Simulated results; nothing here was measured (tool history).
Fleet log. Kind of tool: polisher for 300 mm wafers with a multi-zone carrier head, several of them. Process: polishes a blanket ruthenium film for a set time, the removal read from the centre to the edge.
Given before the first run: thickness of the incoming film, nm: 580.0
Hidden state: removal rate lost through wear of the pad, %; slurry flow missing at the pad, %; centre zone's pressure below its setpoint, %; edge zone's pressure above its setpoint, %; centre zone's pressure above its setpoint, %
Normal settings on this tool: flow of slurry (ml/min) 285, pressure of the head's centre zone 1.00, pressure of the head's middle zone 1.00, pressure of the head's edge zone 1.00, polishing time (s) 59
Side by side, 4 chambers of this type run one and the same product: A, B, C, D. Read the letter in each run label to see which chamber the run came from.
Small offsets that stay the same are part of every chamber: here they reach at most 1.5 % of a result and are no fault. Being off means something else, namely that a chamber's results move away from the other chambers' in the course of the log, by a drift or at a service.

run,hour,flow of slurry (ml/min),pressure of the head's centre zone,pressure of the head's middle zone,pressure of the head's edge zone,polishing time (s),wafers polished on this pad,hours since the slurry nozzle was cleaned,hours since the centre zone pressure was calibrated,hours since the edge zone pressure was calibrated,film removed at the wafer's centre (angstrom),film removed at mid-radius (angstrom),film removed at the wafer's edge (angstrom)
1B,4.3,285,1.00,1.00,1.00,59,616,204.2,898.8,1015.5,623.06,637.08,626.55
# hour 7.4: chamber C: worn pad replaced by a new one
2A,11.0,285,1.00,1.00,1.00,59,910,15.5,877.3,745.8,626.01,641.76,633.35
3C,16.8,285,1.00,1.00,1.00,59,97,308.2,547.9,533.9,640.21,640.75,634.95
# hour 17.7: chamber D: worn pad replaced by a new one
4D,22.5,285,1.00,1.00,1.00,59,50,286.9,1063.8,435.3,629.69,641.18,637.41
5A,26.7,285,1.00,1.00,1.00,50,1073,31.2,893.0,761.5,547.49,526.02,550.79
# hour 28.8: chamber D: slurry nozzle cleaned
# hour 29.4: chamber A: worn pad replaced by a new one
6D,30.2,285,1.00,1.00,1.00,50,129,1.5,1071.5,443.0,513.13,537.33,543.28
7B,34.6,285,1.00,1.00,1.00,50,929,234.5,929.1,1045.8,530.70,531.55,522.53
8C,38.1,285,1.00,1.00,1.00,50,317,329.5,569.2,555.2,528.37,543.77,532.49
9A,44.1,285,1.00,1.00,1.00,59,151,48.6,910.4,778.9,629.77,634.46,656.47
# hour 45.6: chamber C: slurry nozzle cleaned
10C,48.0,285,1.00,1.00,1.00,59,420,2.4,579.1,565.1,623.60,637.90,627.86
# hour 52.6: chamber B: edge zone pressure recalibrated
11B,54.6,285,1.00,1.00,1.00,59,1136,254.5,949.1,2.0,652.01,640.76,641.36
12D,58.1,285,1.00,1.00,1.00,59,417,29.4,1099.4,470.9,644.01,631.67,636.93
# hour 63.9: chamber B: centre zone pressure recalibrated
# hour 64.0: chamber B: worn pad replaced by a new one
13D,64.1,285,1.10,1.00,1.00,59,479,35.4,1105.4,476.9,707.50,637.25,627.12
# hour 66.8: chamber D: centre zone pressure recalibrated
14C,70.4,285,1.10,1.00,1.00,59,651,24.8,601.5,587.5,698.88,621.23,619.35
# hour 71.1: chamber C: worn pad replaced by a new one
15B,75.2,285,1.10,1.00,1.00,59,115,275.1,11.4,22.6,705.78,631.29,631.84
16A,81.9,285,1.10,1.00,1.00,59,542,86.4,948.2,816.7,688.43,627.16,638.45
# hour 84.5: chamber D: worn pad replaced by a new one
17B,86.5,285,1.00,1.00,1.00,59,232,286.4,22.7,33.9,625.62,640.97,630.52
18A,90.3,285,1.00,1.00,1.00,59,629,94.8,956.6,825.1,635.90,648.57,633.29
19D,95.7,285,0.93,1.00,1.00,59,116,67.0,29.0,508.5,513.54,632.65,643.96
20C,101.0,285,0.93,1.00,1.00,59,309,55.4,632.1,618.1,575.69,625.32,634.88
21A,106.3,285,0.93,1.00,1.00,59,794,110.8,972.6,841.1,590.03,636.10,644.41
22B,111.0,285,0.93,1.00,1.00,59,485,310.9,47.2,58.4,598.05,633.80,632.98
23D,117.1,285,1.00,1.00,1.00,59,337,88.4,50.4,529.9,560.75,626.31,626.70
24C,122.1,285,1.00,1.00,1.00,59,527,76.5,653.2,639.2,626.30,622.00,633.44
# hour 124.0: chamber C: centre zone pressure recalibrated
25B,125.5,285,1.00,1.00,1.00,59,635,325.4,61.7,72.9,632.18,621.45,630.49
# hour 128.2: chamber A: worn pad replaced by a new one
26A,130.3,285,1.00,1.00,1.00,59,22,134.8,996.6,865.1,639.12,648.55,642.67
27D,133.6,285,1.00,1.00,1.00,48,507,104.9,66.9,546.4,466.62,510.74,514.30
28C,139.0,285,1.00,1.00,1.00,48,701,93.4,15.1,656.1,512.98,508.66,501.39
# hour 139.1: chamber D: worn pad replaced by a new one
# hour 142.9: chamber C: worn pad replaced by a new one
29D,145.3,285,1.00,1.00,1.00,48,64,116.6,78.6,558.1,453.19,498.63,517.08
30C,151.8,285,1.00,1.00,1.00,48,92,106.2,27.9,668.9,501.63,519.34,515.71
31B,154.8,190,1.00,1.00,1.11,59,937,354.7,91.0,102.2,596.74,605.73,641.91
32A,158.4,190,1.00,1.00,1.11,59,312,162.9,1024.7,893.2,592.59,597.63,650.62
33A,161.7,190,1.00,1.00,1.11,59,346,166.2,1028.0,896.5,598.52,610.68,661.47
34D,166.4,190,1.00,1.00,1.11,59,282,137.7,99.7,579.2,532.47,592.94,637.95
35B,172.0,285,1.00,1.00,1.00,59,1115,371.9,108.2,119.4,631.02,626.31,635.89
36C,175.9,285,1.00,1.00,1.00,59,341,130.3,52.0,693.0,629.48,624.61,637.39
37B,179.4,285,1.00,1.00,1.00,59,1191,379.3,115.6,126.8,627.93,648.67,629.66
38C,183.6,285,1.00,1.00,1.00,59,420,138.0,59.7,700.7,629.48,630.65,630.09
39D,189.1,285,1.00,1.06,0.93,59,517,160.4,122.4,601.9,569.54,659.62,596.34
# hour 192.4: chamber D: worn pad replaced by a new one
40A,193.3,285,1.00,1.06,0.93,59,673,197.8,1059.6,928.1,625.02,670.76,621.76
41D,196.6,285,1.00,1.06,0.93,59,43,167.9,129.9,609.4,564.54,660.92,609.62
42C,200.0,285,1.00,1.06,0.93,59,589,154.4,76.1,717.1,636.50,654.86,602.33
# hour 203.7: chamber B: worn pad replaced by a new one
43A,204.0,285,1.00,1.00,1.00,59,783,208.5,1070.3,938.8,619.41,638.52,643.14
44B,208.4,285,1.00,1.00,1.00,59,49,408.3,144.6,155.8,632.85,638.06,633.76

Each of the 4 chambers runs these same settings next. Fill in every chamber's results:
45A,213.3,285,1.00,1.00,1.00,74,,,,,?,?,?
45B,213.3,285,1.00,1.00,1.00,74,,,,,?,?,?
45C,213.3,285,1.00,1.00,1.00,74,,,,,?,?,?
45D,213.3,285,1.00,1.00,1.00,74,,,,,?,?,?

run,film removed at the wafer's centre (angstrom),film removed at mid-radius (angstrom),film removed at the wafer's edge (angstrom)
45A,794.07,806.72,812.49
45B,784.90,793.46,786.55
45C,775.46,788.71,775.27
45D,727.54,780.13,803.30

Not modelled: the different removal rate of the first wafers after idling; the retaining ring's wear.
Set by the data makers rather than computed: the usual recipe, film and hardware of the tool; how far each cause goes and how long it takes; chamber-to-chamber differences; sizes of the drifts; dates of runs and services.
